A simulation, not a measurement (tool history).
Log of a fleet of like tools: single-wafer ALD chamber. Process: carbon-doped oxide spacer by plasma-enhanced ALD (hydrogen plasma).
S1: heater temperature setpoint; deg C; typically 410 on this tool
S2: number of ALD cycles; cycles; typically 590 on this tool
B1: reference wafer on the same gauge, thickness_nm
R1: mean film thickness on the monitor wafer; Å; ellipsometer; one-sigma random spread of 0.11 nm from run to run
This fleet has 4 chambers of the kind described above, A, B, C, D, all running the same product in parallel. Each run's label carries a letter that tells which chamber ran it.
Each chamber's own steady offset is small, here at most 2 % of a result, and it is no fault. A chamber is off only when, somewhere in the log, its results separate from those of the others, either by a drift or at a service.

{"run": "1B", "hour": 13.9, "S1": 410, "S2": 590, "B1": 24.604, "R1": 279.88}
{"run": "2D", "hour": 24.4, "S1": 410, "S2": 590, "B1": 24.58, "R1": 289.15}
{"run": "3A", "hour": 35.0, "S1": 410, "S2": 590, "B1": 24.594, "R1": 288.14}
{"run": "4C", "hour": 45.7, "S1": 410, "S2": 590, "B1": 24.593, "R1": 281.28}
{"run": "5A", "hour": 59.1, "S1": 410, "S2": 590, "B1": 24.6, "R1": 287.25}
{"run": "6B", "hour": 72.8, "S1": 410, "S2": 590, "B1": 24.605, "R1": 280.56}
{"run": "7C", "hour": 79.9, "S1": 410, "S2": 590, "B1": 24.595, "R1": 283.3}
{"run": "8D", "hour": 90.6, "S1": 410, "S2": 590, "B1": 24.611, "R1": 287.7}
{"run": "9B", "hour": 106.4, "S1": 410, "S2": 590, "B1": 24.59, "R1": 280.16}
{"run": "10A", "hour": 121.7, "S1": 410, "S2": 590, "B1": 24.593, "R1": 286.07}
{"run": "11C", "hour": 133.2, "S1": 410, "S2": 590, "B1": 24.591, "R1": 284}
{"hour": 142.3, "done": "chamber C: thermocouple changed; heater temperature recalibrated"}
{"run": "12D", "hour": 144.1, "S1": 410, "S2": 590, "B1": 24.605, "R1": 285.97}
{"run": "13A", "hour": 157.0, "S1": 410, "S2": 590, "B1": 24.597, "R1": 286.05}
{"run": "14B", "hour": 171.4, "S1": 410, "S2": 590, "B1": 24.561, "R1": 280.84}
{"run": "15C", "hour": 185.1, "S1": 410, "S2": 590, "B1": 24.596, "R1": 285.31}
{"run": "16D", "hour": 195.1, "S1": 410, "S2": 590, "B1": 24.605, "R1": 286.56}
{"run": "17C", "hour": 204.6, "S1": 402, "S2": 651, "B1": 24.589, "R1": 322.67}
{"run": "18B", "hour": 219.3, "S1": 402, "S2": 651, "B1": 24.594, "R1": 319.5}
{"run": "19A", "hour": 235.2, "S1": 402, "S2": 651, "B1": 24.632, "R1": 324.95}
{"run": "20D", "hour": 244.9, "S1": 402, "S2": 651, "B1": 24.601, "R1": 326.75}
{"run": "21B", "hour": 256.8, "S1": 410, "S2": 590, "B1": 24.581, "R1": 280.23}
{"run": "22C", "hour": 264.4, "S1": 410, "S2": 590, "B1": 24.596, "R1": 284.2}
{"run": "23D", "hour": 273.1, "S1": 410, "S2": 590, "B1": 24.594, "R1": 288.05}
{"run": "24A", "hour": 285.1, "S1": 410, "S2": 590, "B1": 24.602, "R1": 289.17}
{"run": "25D", "hour": 300.1, "S1": 410, "S2": 590, "B1": 24.599, "R1": 287.98}
{"run": "26A", "hour": 313.8, "S1": 410, "S2": 590, "B1": 24.595, "R1": 286.07}
{"run": "27C", "hour": 323.9, "S1": 396, "S2": 590, "B1": 24.587, "R1": 292.12}
{"run": "28B", "hour": 331.3, "S1": 396, "S2": 590, "B1": 24.578, "R1": 292.54}
{"run": "29C", "hour": 344.5, "S1": 396, "S2": 590, "B1": 24.59, "R1": 291.79}
{"run": "30B", "hour": 352.6, "S1": 396, "S2": 590, "B1": 24.603, "R1": 290.33}
{"run": "31A", "hour": 360.8, "S1": 410, "S2": 590, "B1": 24.596, "R1": 286.78}
{"run": "32D", "hour": 371.4, "S1": 410, "S2": 590, "B1": 24.589, "R1": 286.43}
{"run": "33B", "hour": 381.4, "S1": 410, "S2": 590, "B1": 24.625, "R1": 281.7}
{"run": "34D", "hour": 396.5, "S1": 410, "S2": 590, "B1": 24.597, "R1": 287.02}
{"run": "35C", "hour": 403.6, "S1": 410, "S2": 590, "B1": 24.587, "R1": 283.7}
{"run": "36A", "hour": 412.2, "S1": 410, "S2": 590, "B1": 24.609, "R1": 287.63}
{"run": "37C", "hour": 423.7, "S1": 410, "S2": 590, "B1": 24.636, "R1": 283.4}
{"run": "38A", "hour": 438.4, "S1": 410, "S2": 590, "B1": 24.606, "R1": 287.82}
{"run": "39B", "hour": 450.4, "S1": 422, "S2": 532, "B1": 24.592, "R1": 242.46}
{"run": "40D", "hour": 459.9, "S1": 422, "S2": 532, "B1": 24.593, "R1": 249.81}

What goes on in this fleet: one chamber off, a drifting gauge, or nothing beyond the chambers' own small offsets? Name the chamber and the cause, if any.

Beyond each chamber's small constant offset nothing stands out, and the gauge stays steady.

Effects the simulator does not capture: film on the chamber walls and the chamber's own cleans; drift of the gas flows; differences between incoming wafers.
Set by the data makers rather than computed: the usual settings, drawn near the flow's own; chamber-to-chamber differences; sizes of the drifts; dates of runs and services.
